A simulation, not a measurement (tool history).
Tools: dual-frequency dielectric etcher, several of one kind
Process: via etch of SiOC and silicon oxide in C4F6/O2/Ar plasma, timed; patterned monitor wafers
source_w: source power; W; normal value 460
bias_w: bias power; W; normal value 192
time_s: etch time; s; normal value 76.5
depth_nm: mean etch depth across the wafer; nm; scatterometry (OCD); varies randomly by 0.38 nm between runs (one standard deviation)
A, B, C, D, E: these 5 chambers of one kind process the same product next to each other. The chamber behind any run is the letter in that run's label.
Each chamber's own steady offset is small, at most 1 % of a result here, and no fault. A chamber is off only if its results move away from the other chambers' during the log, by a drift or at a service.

run,hour,source_w,bias_w,time_s,hours since the last wet clean,hours since the last source power generator calibration,hours since the last bias power generator calibration,"read-back reference wafer on the same gauge, depth_nm",depth_nm
1D,3.7,460,192,76.5,508.2,4228.1,1460.9,104.35,92.646
2E,8.2,460,192,76.5,517.2,679.3,4169.6,104.38,92.672
3A,12.7,460,192,76.5,107.7,1418.7,2649.2,104.32,93.814
4C,15.5,460,192,76.5,293.5,382.7,429.5,104.41,93.475
5B,19.5,520,192,97,297.3,245.6,1985.4,104.33,123.91
6E,23.7,520,192,97,532.7,694.8,4185.1,104.34,123.91
7D,28.1,520,192,97,532.6,4252.5,1485.3,104.35,124.13
8B,31.9,520,192,97,309.7,258,1997.8,104.35,123.85
9C,35,520,192,97,313,402.2,449,104.31,124.38
# hour 37.1: chamber E: wet clean of the chamber
10A,37.8,460,192,76.5,132.8,1443.8,2674.3,104.42,93.987
11D,41.5,460,163,76.5,546,4265.9,1498.7,104.37,88.469
12E,46.7,460,163,76.5,9.7,717.8,4208.1,104.31,88.106
# hour 49: chamber D: wet clean of the chamber
13A,51.1,460,163,76.5,146.1,1457.1,2687.6,104.3,90.542
14C,53.9,460,163,76.5,331.9,421.1,467.9,104.39,89.294
15B,57.7,460,163,76.5,335.5,283.8,2023.6,104.44,88.065
16E,61.3,460,192,76.5,24.3,732.4,4222.7,104.32,92.578
17D,65.8,460,192,76.5,16.8,4290.2,1523,104.4,93.213
18C,69.3,460,192,76.5,347.3,436.5,483.3,104.45,94.046
19A,73,460,192,76.5,168,1479,2709.5,104.39,95.553
20B,78.8,460,192,76.5,356.6,304.9,2044.7,104.33,93.466
21C,82.3,460,192,76.5,360.3,449.5,496.3,104.43,93.588
22E,85.4,460,192,76.5,48.4,756.5,4246.8,104.38,92.794
23D,90,460,227,91.5,41,4314.4,1547.2,104.36,118.09
24A,95.4,460,227,91.5,190.4,1501.4,2731.9,104.45,120.89
25B,99.1,460,227,91.5,376.9,325.2,2065,104.36,117.13
26B,103.1,460,227,91.5,380.9,329.2,2069,104.44,117.41
27E,106.2,460,227,91.5,69.2,777.3,4267.6,104.42,117.03
28C,109.4,460,192,76.5,387.4,476.6,523.4,104.42,93.669
29A,113.9,460,192,76.5,208.9,1519.9,2750.4,104.38,96.783
30D,118.9,460,192,76.5,69.9,4343.3,1576.1,104.41,93.004
31D,124.3,510,192,59,75.3,4348.7,1581.5,104.53,75.137
32A,126.9,510,192,59,221.9,1532.9,2763.4,104.41,77.566
33C,131.3,510,192,59,409.3,498.5,545.3,104.37,74.89
34B,135.9,510,192,59,413.7,362,2101.8,104.49,74.448
35E,139.9,510,192,59,102.9,811,4301.3,104.33,74.551
36B,145.3,460,158,89,423.1,371.4,2111.2,104.35,102.09

All chambers now run identical settings, listed one chamber a line with results as question marks. What results will each chamber show?
37A,149.5,460,192,76.5,,,,,?
37B,149.5,460,192,76.5,,,,,?
37C,149.5,460,192,76.5,,,,,?
37D,149.5,460,192,76.5,,,,,?
37E,149.5,460,192,76.5,,,,,?

run,depth_nm
37A,97.365
37B,92.845
37C,93.478
37D,93.206
37E,93.198
